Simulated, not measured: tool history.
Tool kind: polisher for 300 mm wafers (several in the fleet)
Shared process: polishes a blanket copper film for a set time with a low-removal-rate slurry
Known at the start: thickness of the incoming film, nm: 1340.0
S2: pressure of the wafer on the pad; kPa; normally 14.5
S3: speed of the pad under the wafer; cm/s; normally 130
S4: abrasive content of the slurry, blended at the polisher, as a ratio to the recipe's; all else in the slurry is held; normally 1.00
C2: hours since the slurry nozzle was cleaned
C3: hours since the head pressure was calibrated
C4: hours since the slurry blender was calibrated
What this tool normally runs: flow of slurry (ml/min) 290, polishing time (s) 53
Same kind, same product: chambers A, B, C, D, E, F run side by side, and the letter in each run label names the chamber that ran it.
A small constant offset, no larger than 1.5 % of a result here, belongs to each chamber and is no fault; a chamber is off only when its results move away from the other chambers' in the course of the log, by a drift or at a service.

At hour 5.2: chamber C: worn pad replaced by a new one.
Run 1E, hour 8.3: usual settings; wafers polished on this pad 695; C2 11.6; C3 669.3; C4 120.4. Result: film removed (angstrom) 1522.2.
At hour 15.3: chamber F: slurry blender recalibrated.
Run 2F, hour 17.1: usual settings; wafers polished on this pad 415; C2 502.4; C3 325.8; C4 1.9. Result: film removed (angstrom) 1498.3.
At hour 23.1: chamber E: worn pad replaced by a new one.
Run 3C, hour 24.5: usual settings; wafers polished on this pad 169; C2 185.3; C3 261.0; C4 142.1. Result: film removed (angstrom) 1509.9.
Run 4D, hour 35.8: usual settings; wafers polished on this pad 798; C2 167.4; C3 1074.4; C4 142.5. Result: film removed (angstrom) 1545.2.
Run 5A, hour 46.7: usual settings; wafers polished on this pad 1058; C2 445.5; C3 114.6; C4 243.9. Result: film removed (angstrom) 1509.2.
At hour 57.4: chamber F: slurry nozzle cleaned.
Run 6B, hour 57.8: usual settings; wafers polished on this pad 604; C2 234.2; C3 864.8; C4 176.8. Result: film removed (angstrom) 1541.7.
At hour 59.5: chamber A: worn pad replaced by a new one.
Run 7C, hour 63.3: usual settings; wafers polished on this pad 510; C2 224.1; C3 299.8; C4 180.9. Result: film removed (angstrom) 1521.0.
At hour 66.4: chamber D: worn pad replaced by a new one.
Run 8B, hour 73.3: usual settings; wafers polished on this pad 740; C2 249.7; C3 880.3; C4 192.3. Result: film removed (angstrom) 1506.0.
At hour 76.4: chamber F: worn pad replaced by a new one.
Run 9D, hour 83.9: usual settings; wafers polished on this pad 154; C2 215.5; C3 1122.5; C4 190.6. Result: film removed (angstrom) 1552.7.
At hour 87.1: chamber B: slurry blender recalibrated.
Run 10E, hour 90.2: usual settings; wafers polished on this pad 590; C2 93.5; C3 751.2; C4 202.3. Result: film removed (angstrom) 1529.1.
At hour 95.0: chamber C: head pressure recalibrated.
Run 11A, hour 99.8: usual settings but flow of slurry (ml/min) 220; wafers polished on this pad 355; C2 498.6; C3 167.7; C4 297.0. Result: film removed (angstrom) 1466.9.
At hour 104.9: chamber B: worn pad replaced by a new one.
At hour 106.9: chamber E: worn pad replaced by a new one.
Run 12F, hour 109.4: usual settings but flow of slurry (ml/min) 220; wafers polished on this pad 290; C2 52.0; C3 418.1; C4 94.2. Result: film removed (angstrom) 1482.2.
At hour 116.9: chamber C: worn pad replaced by a new one.
Run 13D, hour 117.4: usual settings but flow of slurry (ml/min) 220; wafers polished on this pad 448; C2 249.0; C3 1156.0; C4 224.1. Result: film removed (angstrom) 1475.6.
At hour 122.8: chamber C: slurry nozzle cleaned.
Run 14C, hour 123.4: usual settings but flow of slurry (ml/min) 220; wafers polished on this pad 57; C2 0.6; C3 28.4; C4 241.0. Result: film removed (angstrom) 1496.1.
At hour 129.6: chamber D: slurry blender recalibrated.
Run 15E, hour 131.5: usual settings but flow of slurry (ml/min) 220; wafers polished on this pad 217; C2 134.8; C3 792.5; C4 243.6. Result: film removed (angstrom) 1490.7.
Run 16F, hour 136.8: usual settings but flow of slurry (ml/min) 220; wafers polished on this pad 531; C2 79.4; C3 445.5; C4 121.6. Result: film removed (angstrom) 1508.3.
Run 17A, hour 143.1: usual settings; wafers polished on this pad 735; C2 541.9; C3 211.0; C4 340.3. Result: film removed (angstrom) 1517.6.
Run 18B, hour 155.0: usual settings; wafers polished on this pad 441; C2 331.4; C3 962.0; C4 67.9. Result: film removed (angstrom) 1517.9.
Run 19D, hour 164.3: usual settings; wafers polished on this pad 861; C2 295.9; C3 1202.9; C4 34.7. Result: film removed (angstrom) 1536.8.
Run 20C, hour 172.5: usual settings; wafers polished on this pad 489; C2 49.7; C3 77.5; C4 290.1. Result: film removed (angstrom) 1502.2.
Run 21E, hour 180.1: usual settings but S4 1.20, polishing time (s) 71; wafers polished on this pad 644; C2 183.4; C3 841.1; C4 292.2. Result: film removed (angstrom) 2142.5.
At hour 180.8: chamber E: worn pad replaced by a new one.
At hour 183.6: chamber F: worn pad replaced by a new one.
Run 22A, hour 190.5: usual settings but S4 1.20, polishing time (s) 71; wafers polished on this pad 1152; C2 589.3; C3 258.4; C4 387.7. Result: film removed (angstrom) 2126.9.
Run 23F, hour 197.9: usual settings but S4 1.20, polishing time (s) 71; wafers polished on this pad 126; C2 140.5; C3 506.6; C4 182.7. Result: film removed (angstrom) 2138.0.
At hour 204.0: chamber D: head pressure recalibrated.
At hour 206.2: chamber D: worn pad replaced by a new one.
Run 24B, hour 208.6: usual settings but S4 1.20, polishing time (s) 71; wafers polished on this pad 912; C2 385.0; C3 1015.6; C4 121.5. Result: film removed (angstrom) 2083.3.
Run 25A, hour 219.1: usual settings but S4 1.20, polishing time (s) 71; wafers polished on this pad 1403; C2 617.9; C3 287.0; C4 416.3. Result: film removed (angstrom) 2114.4.
At hour 219.6: chamber A: slurry blender recalibrated.
Run 26D, hour 225.2: usual settings but S4 1.20, polishing time (s) 71; wafers polished on this pad 167; C2 356.8; C3 21.2; C4 95.6. Result: film removed (angstrom) 2314.8.
At hour 226.8: chamber A: worn pad replaced by a new one.
Run 27F, hour 234.5: usual settings but S3 114 cm/s, S4 1.15; wafers polished on this pad 448; C2 177.1; C3 543.2; C4 219.3. Result: film removed (angstrom) 1371.8.
At hour 240.7: chamber C: worn pad replaced by a new one.
Run 28B, hour 243.4: usual settings but S3 114 cm/s, S4 1.15; wafers polished on this pad 1218; C2 419.8; C3 1050.4; C4 156.3. Result: film removed (angstrom) 1384.2.
At hour 248.2: chamber B: worn pad replaced by a new one.
Run 29C, hour 250.4: usual settings but S3 114 cm/s, S4 1.15; wafers polished on this pad 85; C2 127.6; C3 155.4; C4 368.0. Result: film removed (angstrom) 1364.4.
At hour 252.3: chamber F: head pressure recalibrated.
Run 30E, hour 258.1: usual settings but S3 114 cm/s, S4 1.15; wafers polished on this pad 680; C2 261.4; C3 919.1; C4 370.2. Result: film removed (angstrom) 1416.1.
Run 31B, hour 269.6: usual settings but S3 114 cm/s, S4 1.15; wafers polished on this pad 188; C2 446.0; C3 1076.6; C4 182.5. Result: film removed (angstrom) 1364.2.
At hour 270.1: chamber E: worn pad replaced by a new one.
At hour 275.4: chamber F: worn pad replaced by a new one.
Run 32F, hour 276.8: usual settings but S3 114 cm/s, S4 1.15; wafers polished on this pad 12; C2 219.4; C3 24.6; C4 261.6. Result: film removed (angstrom) 1396.8.
Run 33D, hour 286.7: usual settings; wafers polished on this pad 707; C2 418.3; C3 82.7; C4 157.1. Result: film removed (angstrom) 1626.5.
Run 34C, hour 294.4: usual settings; wafers polished on this pad 472; C2 171.6; C3 199.4; C4 412.0. Result: film removed (angstrom) 1526.9.
At hour 295.7: chamber E: slurry blender recalibrated.
Run 35E, hour 306.1: usual settings; wafers polished on this pad 316; C2 309.4; C3 967.1; C4 10.5. Result: film removed (angstrom) 1531.9.
Run 36A, hour 312.2: usual settings; wafers polished on this pad 750; C2 711.0; C3 380.1; C4 92.7. Result: film removed (angstrom) 1539.9.
At hour 318.6: chamber D: worn pad replaced by a new one.
At hour 320.0: chamber B: slurry blender recalibrated.
Run 37A, hour 321.9: usual settings but S2 16.5 kPa, polishing time (s) 62; wafers polished on this pad 836; C2 720.7; C3 389.8; C4 102.4. Result: film removed (angstrom) 2019.2.
Run 38F, hour 328.1: usual settings but S2 16.5 kPa, polishing time (s) 62; wafers polished on this pad 463; C2 270.7; C3 75.9; C4 312.9. Result: film removed (angstrom) 2027.9.
Run 39C, hour 339.1: usual settings but S2 16.5 kPa, polishing time (s) 62; wafers polished on this pad 865; C2 216.3; C3 244.1; C4 456.7. Result: film removed (angstrom) 1970.4.
Run 40B, hour 349.6: usual settings but S2 16.5 kPa, polishing time (s) 62; wafers polished on this pad 891; C2 526.0; C3 1156.6; C4 29.6. Result: film removed (angstrom) 2028.2.
Run 41D, hour 355.8: usual settings but S2 16.5 kPa, polishing time (s) 62; wafers polished on this pad 327; C2 487.4; C3 151.8; C4 226.2. Result: film removed (angstrom) 2239.1.
At hour 357.5: chamber D: slurry nozzle cleaned.
At hour 357.8: chamber E: worn pad replaced by a new one.
Run 42E, hour 366.2: usual settings but S2 16.5 kPa, polishing time (s) 62; wafers polished on this pad 74; C2 369.5; C3 1027.2; C4 70.6. Result: film removed (angstrom) 2048.2.
At hour 368.8: chamber A: worn pad replaced by a new one.
Run 43D, hour 371.3: usual settings; wafers polished on this pad 463; C2 13.9; C3 167.3; C4 241.7. Result: film removed (angstrom) 1648.9.
At hour 375.8: chamber A: slurry nozzle cleaned.
Run 44A, hour 381.4: usual settings; wafers polished on this pad 111; C2 5.7; C3 449.3; C4 161.9. Result: film removed (angstrom) 1507.5.

Does one chamber stand apart from the rest, does the shared gauge drift, or is all well apart from small per-chamber offsets? Give the chamber and the most likely cause, where there is one.

Chamber D has stood off from the others ever since a service on it.
What lies behind it: head's pressure above its setpoint, % = 8.72.

Here are 4 candidates for chamber D's next run, each the usual settings with a change, their results left as question marks. Which one brings its results back in line with what the others give on the usual settings?
A result is in line if it is within this distance of the other chambers' mean on the usual settings: film removed (angstrom) 51.0
Run 45D-1, hour 389.9: usual settings but S3 124 cm/s, polishing time (s) 51. Result: film removed (angstrom) ?.
Run 45D-2, hour 389.9: usual settings but S2 13.8 kPa, S3 124 cm/s, polishing time (s) 50. Result: film removed (angstrom) ?.
Run 45D-3, hour 389.9: usual settings but polishing time (s) 61. Result: film removed (angstrom) ?.
Run 45D-4, hour 389.9: usual settings but S2 15.2 kPa, polishing time (s) 55. Result: film removed (angstrom) ?.

Mean of the other chambers on the usual settings: film removed (angstrom) 1519.7
  run  film removed (angstrom)
45D-1                   1525.9
45D-2                   1425.9
45D-3                   1912.1
45D-4                   1804.9
Change 45D-1 lands the chamber within the allowed miss of the other chambers.
